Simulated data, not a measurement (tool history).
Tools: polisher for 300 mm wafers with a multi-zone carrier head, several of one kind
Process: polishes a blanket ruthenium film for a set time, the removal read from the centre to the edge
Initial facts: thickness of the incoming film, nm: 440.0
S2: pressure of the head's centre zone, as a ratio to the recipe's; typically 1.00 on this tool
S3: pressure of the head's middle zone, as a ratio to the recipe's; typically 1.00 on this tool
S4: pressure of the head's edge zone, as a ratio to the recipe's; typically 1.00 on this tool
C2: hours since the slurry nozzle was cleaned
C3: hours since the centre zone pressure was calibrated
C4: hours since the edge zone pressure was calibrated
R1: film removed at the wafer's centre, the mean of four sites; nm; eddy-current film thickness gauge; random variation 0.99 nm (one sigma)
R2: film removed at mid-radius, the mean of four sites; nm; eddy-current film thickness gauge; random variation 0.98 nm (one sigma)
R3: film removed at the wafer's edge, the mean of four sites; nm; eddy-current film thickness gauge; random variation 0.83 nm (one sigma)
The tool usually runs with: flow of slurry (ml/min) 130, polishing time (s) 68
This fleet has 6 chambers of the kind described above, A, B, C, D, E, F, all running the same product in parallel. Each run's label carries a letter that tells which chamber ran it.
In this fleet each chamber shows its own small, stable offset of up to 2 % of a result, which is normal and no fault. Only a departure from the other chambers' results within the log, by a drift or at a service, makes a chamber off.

{"hour": 0.6, "done": "chamber C: slurry nozzle cleaned"}
{"run": "1F", "hour": 9.8, "flow of slurry (ml/min)": 130, "S2": 1.0, "S3": 1.0, "S4": 1.0, "polishing time (s)": 68, "wafers polished on this pad": 1013, "C2": 468.4, "C3": 103.4, "C4": 716.1, "R1": 73.059, "R2": 74.675, "R3": 73.722}
{"hour": 12.4, "done": "chamber B: slurry nozzle cleaned"}
{"run": "2E", "hour": 18.7, "flow of slurry (ml/min)": 130, "S2": 1.0, "S3": 1.0, "S4": 1.0, "polishing time (s)": 68, "wafers polished on this pad": 1097, "C2": 508.8, "C3": 957.5, "C4": 341.0, "R1": 73.625, "R2": 73.491, "R3": 72.991}
{"hour": 21.4, "done": "chamber D: worn pad replaced by a new one"}
{"run": "3C", "hour": 29.5, "flow of slurry (ml/min)": 130, "S2": 1.0, "S3": 1.0, "S4": 1.0, "polishing time (s)": 68, "wafers polished on this pad": 662, "C2": 28.9, "C3": 896.9, "C4": 68.9, "R1": 71.913, "R2": 71.409, "R3": 73.378}
{"hour": 34.6, "done": "chamber E: worn pad replaced by a new one"}
{"run": "4A", "hour": 39.0, "flow of slurry (ml/min)": 130, "S2": 1.0, "S3": 1.0, "S4": 1.0, "polishing time (s)": 68, "wafers polished on this pad": 755, "C2": 312.3, "C3": 407.9, "C4": 884.9, "R1": 72.311, "R2": 74.799, "R3": 73.635}
{"run": "5B", "hour": 44.1, "flow of slurry (ml/min)": 130, "S2": 1.0, "S3": 1.0, "S4": 1.0, "polishing time (s)": 68, "wafers polished on this pad": 459, "C2": 31.7, "C3": 654.7, "C4": 266.6, "R1": 74.803, "R2": 74.174, "R3": 72.757}
{"hour": 53.7, "done": "chamber F: worn pad replaced by a new one"}
{"run": "6D", "hour": 54.4, "flow of slurry (ml/min)": 130, "S2": 0.9, "S3": 1.0, "S4": 1.0, "polishing time (s)": 57, "wafers polished on this pad": 267, "C2": 527.1, "C3": 514.4, "C4": 202.4, "R1": 55.012, "R2": 61.221, "R3": 62.781}
{"hour": 57.6, "done": "chamber E: centre zone pressure recalibrated"}
{"run": "7C", "hour": 63.8, "flow of slurry (ml/min)": 130, "S2": 0.9, "S3": 1.0, "S4": 1.0, "polishing time (s)": 57, "wafers polished on this pad": 940, "C2": 63.2, "C3": 931.2, "C4": 103.2, "R1": 53.212, "R2": 61.155, "R3": 61.482}
{"run": "8E", "hour": 73.4, "flow of slurry (ml/min)": 130, "S2": 0.9, "S3": 1.0, "S4": 1.0, "polishing time (s)": 57, "wafers polished on this pad": 314, "C2": 563.5, "C3": 15.8, "C4": 395.7, "R1": 54.739, "R2": 61.578, "R3": 62.274}
{"hour": 75.2, "done": "chamber B: worn pad replaced by a new one"}
{"run": "9A", "hour": 79.6, "flow of slurry (ml/min)": 130, "S2": 0.9, "S3": 1.0, "S4": 1.0, "polishing time (s)": 57, "wafers polished on this pad": 1083, "C2": 352.9, "C3": 448.5, "C4": 925.5, "R1": 54.243, "R2": 61.848, "R3": 63.278}
{"hour": 85.8, "done": "chamber A: worn pad replaced by a new one"}
{"run": "10F", "hour": 87.3, "flow of slurry (ml/min)": 130, "S2": 0.9, "S3": 1.0, "S4": 1.0, "polishing time (s)": 57, "wafers polished on this pad": 272, "C2": 545.9, "C3": 180.9, "C4": 793.6, "R1": 55.891, "R2": 62.139, "R3": 61.34}
{"run": "11B", "hour": 92.5, "flow of slurry (ml/min)": 130, "S2": 0.9, "S3": 1.0, "S4": 1.0, "polishing time (s)": 57, "wafers polished on this pad": 140, "C2": 80.1, "C3": 703.1, "C4": 315.0, "R1": 55.837, "R2": 60.735, "R3": 62.127}
{"run": "12D", "hour": 98.8, "flow of slurry (ml/min)": 130, "S2": 1.0, "S3": 1.0, "S4": 1.0, "polishing time (s)": 68, "wafers polished on this pad": 626, "C2": 571.5, "C3": 558.8, "C4": 246.8, "R1": 74.208, "R2": 75.131, "R3": 74.258}
{"hour": 99.7, "done": "chamber D: worn pad replaced by a new one"}
{"hour": 100.4, "done": "chamber C: worn pad replaced by a new one"}
{"run": "13A", "hour": 107.6, "flow of slurry (ml/min)": 130, "S2": 1.07, "S3": 1.0, "S4": 1.06, "polishing time (s)": 68, "wafers polished on this pad": 177, "C2": 380.9, "C3": 476.5, "C4": 953.5, "R1": 79.163, "R2": 71.997, "R3": 76.947}
{"run": "14C", "hour": 114.4, "flow of slurry (ml/min)": 130, "S2": 1.07, "S3": 1.0, "S4": 1.06, "polishing time (s)": 68, "wafers polished on this pad": 113, "C2": 113.8, "C3": 981.8, "C4": 153.8, "R1": 77.62, "R2": 73.831, "R3": 76.134}
{"run": "15E", "hour": 124.8, "flow of slurry (ml/min)": 130, "S2": 1.07, "S3": 1.0, "S4": 1.06, "polishing time (s)": 68, "wafers polished on this pad": 730, "C2": 614.9, "C3": 67.2, "C4": 447.1, "R1": 78.329, "R2": 74.757, "R3": 76.887}
{"run": "16D", "hour": 135.4, "flow of slurry (ml/min)": 130, "S2": 1.07, "S3": 1.0, "S4": 1.06, "polishing time (s)": 68, "wafers polished on this pad": 289, "C2": 608.1, "C3": 595.4, "C4": 283.4, "R1": 80.203, "R2": 73.961, "R3": 76.759}
{"hour": 140.4, "done": "chamber D: slurry nozzle cleaned"}
{"run": "17B", "hour": 145.6, "flow of slurry (ml/min)": 130, "S2": 1.07, "S3": 1.0, "S4": 1.06, "polishing time (s)": 68, "wafers polished on this pad": 570, "C2": 133.2, "C3": 756.2, "C4": 368.1, "R1": 79.386, "R2": 71.6, "R3": 77.853}
{"run": "18F", "hour": 150.7, "flow of slurry (ml/min)": 130, "S2": 1.07, "S3": 1.0, "S4": 1.06, "polishing time (s)": 68, "wafers polished on this pad": 785, "C2": 609.3, "C3": 244.3, "C4": 857.0, "R1": 79.802, "R2": 73.834, "R3": 76.6}
{"run": "19D", "hour": 157.9, "flow of slurry (ml/min)": 130, "S2": 1.0, "S3": 1.0, "S4": 1.0, "polishing time (s)": 68, "wafers polished on this pad": 471, "C2": 17.5, "C3": 617.9, "C4": 305.9, "R1": 72.264, "R2": 73.358, "R3": 74.696}
{"run": "20A", "hour": 164.2, "flow of slurry (ml/min)": 130, "S2": 1.0, "S3": 1.0, "S4": 1.0, "polishing time (s)": 68, "wafers polished on this pad": 635, "C2": 437.5, "C3": 533.1, "C4": 1010.1, "R1": 72.868, "R2": 74.041, "R3": 73.819}
{"hour": 165.6, "done": "chamber B: worn pad replaced by a new one"}
{"hour": 166.0, "done": "chamber A: slurry nozzle cleaned"}
{"run": "21B", "hour": 172.4, "flow of slurry (ml/min)": 130, "S2": 1.0, "S3": 1.0, "S4": 1.0, "polishing time (s)": 68, "wafers polished on this pad": 55, "C2": 160.0, "C3": 783.0, "C4": 394.9, "R1": 74.659, "R2": 71.868, "R3": 75.19}
{"run": "22C", "hour": 183.4, "flow of slurry (ml/min)": 130, "S2": 1.0, "S3": 1.04, "S4": 1.0, "polishing time (s)": 68, "wafers polished on this pad": 672, "C2": 182.8, "C3": 1050.8, "C4": 222.8, "R1": 74.277, "R2": 78.113, "R3": 75.276}
{"run": "23E", "hour": 189.6, "flow of slurry (ml/min)": 130, "S2": 1.0, "S3": 1.04, "S4": 1.0, "polishing time (s)": 68, "wafers polished on this pad": 1254, "C2": 679.7, "C3": 132.0, "C4": 511.9, "R1": 73.746, "R2": 77.09, "R3": 74.417}
{"hour": 191.1, "done": "chamber E: worn pad replaced by a new one"}
{"hour": 198.0, "done": "chamber D: worn pad replaced by a new one"}
{"run": "24F", "hour": 200.1, "flow of slurry (ml/min)": 130, "S2": 1.0, "S3": 1.04, "S4": 1.0, "polishing time (s)": 68, "wafers polished on this pad": 1185, "C2": 658.7, "C3": 293.7, "C4": 906.4, "R1": 73.929, "R2": 77.365, "R3": 74.087}
{"run": "25C", "hour": 210.5, "flow of slurry (ml/min)": 130, "S2": 1.0, "S3": 1.04, "S4": 1.0, "polishing time (s)": 68, "wafers polished on this pad": 891, "C2": 209.9, "C3": 1077.9, "C4": 249.9, "R1": 72.567, "R2": 75.913, "R3": 72.984}
{"run": "26B", "hour": 215.6, "flow of slurry (ml/min)": 130, "S2": 1.0, "S3": 1.04, "S4": 1.0, "polishing time (s)": 68, "wafers polished on this pad": 404, "C2": 203.2, "C3": 826.2, "C4": 438.1, "R1": 74.173, "R2": 74.564, "R3": 75.17}
{"hour": 216.6, "done": "chamber A: worn pad replaced by a new one"}
{"hour": 219.1, "done": "chamber F: worn pad replaced by a new one"}
{"run": "27D", "hour": 224.6, "flow of slurry (ml/min)": 130, "S2": 1.0, "S3": 1.04, "S4": 1.0, "polishing time (s)": 68, "wafers polished on this pad": 215, "C2": 84.2, "C3": 684.6, "C4": 372.6, "R1": 72.983, "R2": 76.23, "R3": 73.539}
{"hour": 229.1, "done": "chamber C: slurry nozzle cleaned"}
{"run": "28F", "hour": 235.6, "flow of slurry (ml/min)": 130, "S2": 1.0, "S3": 1.0, "S4": 1.0, "polishing time (s)": 68, "wafers polished on this pad": 134, "C2": 694.2, "C3": 329.2, "C4": 941.9, "R1": 74.903, "R2": 73.777, "R3": 73.105}
{"run": "29A", "hour": 243.0, "flow of slurry (ml/min)": 130, "S2": 1.0, "S3": 1.0, "S4": 1.0, "polishing time (s)": 68, "wafers polished on this pad": 214, "C2": 77.0, "C3": 611.9, "C4": 1088.9, "R1": 72.859, "R2": 74.672, "R3": 75.338}
{"run": "30E", "hour": 253.8, "flow of slurry (ml/min)": 130, "S2": 1.0, "S3": 1.0, "S4": 1.0, "polishing time (s)": 68, "wafers polished on this pad": 508, "C2": 743.9, "C3": 196.2, "C4": 576.1, "R1": 74.305, "R2": 72.901, "R3": 73.457}
{"hour": 256.2, "done": "chamber C: worn pad replaced by a new one"}
{"hour": 256.7, "done": "chamber E: slurry nozzle cleaned"}
{"run": "31A", "hour": 258.7, "flow of slurry (ml/min)": 130, "S2": 1.0, "S3": 1.0, "S4": 1.0, "polishing time (s)": 76, "wafers polished on this pad": 341, "C2": 92.7, "C3": 627.6, "C4": 1104.6, "R1": 82.241, "R2": 82.275, "R3": 84.108}
{"run": "32E", "hour": 264.2, "flow of slurry (ml/min)": 130, "S2": 1.0, "S3": 1.0, "S4": 1.0, "polishing time (s)": 76, "wafers polished on this pad": 592, "C2": 7.5, "C3": 206.6, "C4": 586.5, "R1": 82.96, "R2": 80.686, "R3": 82.418}
{"hour": 267.7, "done": "chamber B: worn pad replaced by a new one"}
{"hour": 272.6, "done": "chamber F: slurry nozzle cleaned"}
{"run": "33B", "hour": 275.4, "flow of slurry (ml/min)": 130, "S2": 1.0, "S3": 1.0, "S4": 1.0, "polishing time (s)": 76, "wafers polished on this pad": 62, "C2": 263.0, "C3": 886.0, "C4": 497.9, "R1": 83.742, "R2": 83.425, "R3": 82.006}
{"run": "34C", "hour": 282.6, "flow of slurry (ml/min)": 130, "S2": 1.0, "S3": 1.0, "S4": 1.0, "polishing time (s)": 76, "wafers polished on this pad": 214, "C2": 53.5, "C3": 1150.0, "C4": 322.0, "R1": 79.585, "R2": 80.995, "R3": 82.461}
{"run": "35F", "hour": 288.6, "flow of slurry (ml/min)": 130, "S2": 1.0, "S3": 1.0, "S4": 1.0, "polishing time (s)": 76, "wafers polished on this pad": 563, "C2": 16.1, "C3": 382.2, "C4": 994.9, "R1": 82.379, "R2": 82.14, "R3": 81.592}
{"run": "36D", "hour": 296.2, "flow of slurry (ml/min)": 130, "S2": 1.0, "S3": 1.0, "S4": 1.0, "polishing time (s)": 76, "wafers polished on this pad": 795, "C2": 155.8, "C3": 756.2, "C4": 444.2, "R1": 80.855, "R2": 81.713, "R3": 81.642}
{"hour": 296.7, "done": "chamber D: worn pad replaced by a new one"}
{"run": "37E", "hour": 304.2, "flow of slurry (ml/min)": 130, "S2": 1.0, "S3": 1.0, "S4": 1.0, "polishing time (s)": 68, "wafers polished on this pad": 916, "C2": 47.5, "C3": 246.6, "C4": 626.5, "R1": 72.708, "R2": 74.312, "R3": 75.934}
{"run": "38F", "hour": 312.5, "flow of slurry (ml/min)": 130, "S2": 1.0, "S3": 1.0, "S4": 1.0, "polishing time (s)": 68, "wafers polished on this pad": 756, "C2": 40.0, "C3": 406.1, "C4": 1018.8, "R1": 74.616, "R2": 73.479, "R3": 73.191}
{"run": "39A", "hour": 318.8, "flow of slurry (ml/min)": 130, "S2": 1.0, "S3": 1.0, "S4": 1.0, "polishing time (s)": 68, "wafers polished on this pad": 827, "C2": 152.8, "C3": 687.7, "C4": 1164.7, "R1": 73.016, "R2": 71.924, "R3": 74.26}
{"run": "40D", "hour": 326.7, "flow of slurry (ml/min)": 130, "S2": 1.0, "S3": 1.0, "S4": 1.05, "polishing time (s)": 91, "wafers polished on this pad": 243, "C2": 186.3, "C3": 786.7, "C4": 474.7, "R1": 98.773, "R2": 100.26, "R3": 102.29}
{"run": "41C", "hour": 332.5, "flow of slurry (ml/min)": 130, "S2": 1.0, "S3": 1.0, "S4": 1.05, "polishing time (s)": 91, "wafers polished on this pad": 618, "C2": 103.4, "C3": 1199.9, "C4": 371.9, "R1": 96.962, "R2": 99.015, "R3": 100.41}
{"run": "42B", "hour": 341.2, "flow of slurry (ml/min)": 130, "S2": 1.0, "S3": 1.0, "S4": 1.05, "polishing time (s)": 91, "wafers polished on this pad": 595, "C2": 328.8, "C3": 951.8, "C4": 563.7, "R1": 99.126, "R2": 97.031, "R3": 100.08}

Next, every chamber runs the same settings. What will each give?
{"run": "43A", "hour": 349.2, "flow of slurry (ml/min)": 130, "S2": 1.0, "S3": 1.0, "S4": 1.0, "polishing time (s)": 68, "R1": "?", "R2": "?", "R3": "?"}
{"run": "43B", "hour": 349.2, "flow of slurry (ml/min)": 130, "S2": 1.0, "S3": 1.0, "S4": 1.0, "polishing time (s)": 68, "R1": "?", "R2": "?", "R3": "?"}
{"run": "43C", "hour": 349.2, "flow of slurry (ml/min)": 130, "S2": 1.0, "S3": 1.0, "S4": 1.0, "polishing time (s)": 68, "R1": "?", "R2": "?", "R3": "?"}
{"run": "43D", "hour": 349.2, "flow of slurry (ml/min)": 130, "S2": 1.0, "S3": 1.0, "S4": 1.0, "polishing time (s)": 68, "R1": "?", "R2": "?", "R3": "?"}
{"run": "43E", "hour": 349.2, "flow of slurry (ml/min)": 130, "S2": 1.0, "S3": 1.0, "S4": 1.0, "polishing time (s)": 68, "R1": "?", "R2": "?", "R3": "?"}
{"run": "43F", "hour": 349.2, "flow of slurry (ml/min)": 130, "S2": 1.0, "S3": 1.0, "S4": 1.0, "polishing time (s)": 68, "R1": "?", "R2": "?", "R3": "?"}

run=43A R1=72.589 R2=74.780 R3=75.786
run=43B R1=72.865 R2=72.932 R3=75.763
run=43C R1=74.204 R2=74.074 R3=74.818
run=43D R1=73.252 R2=73.423 R3=74.786
run=43E R1=73.555 R2=73.954 R3=73.806
run=43F R1=75.816 R2=74.114 R3=74.311
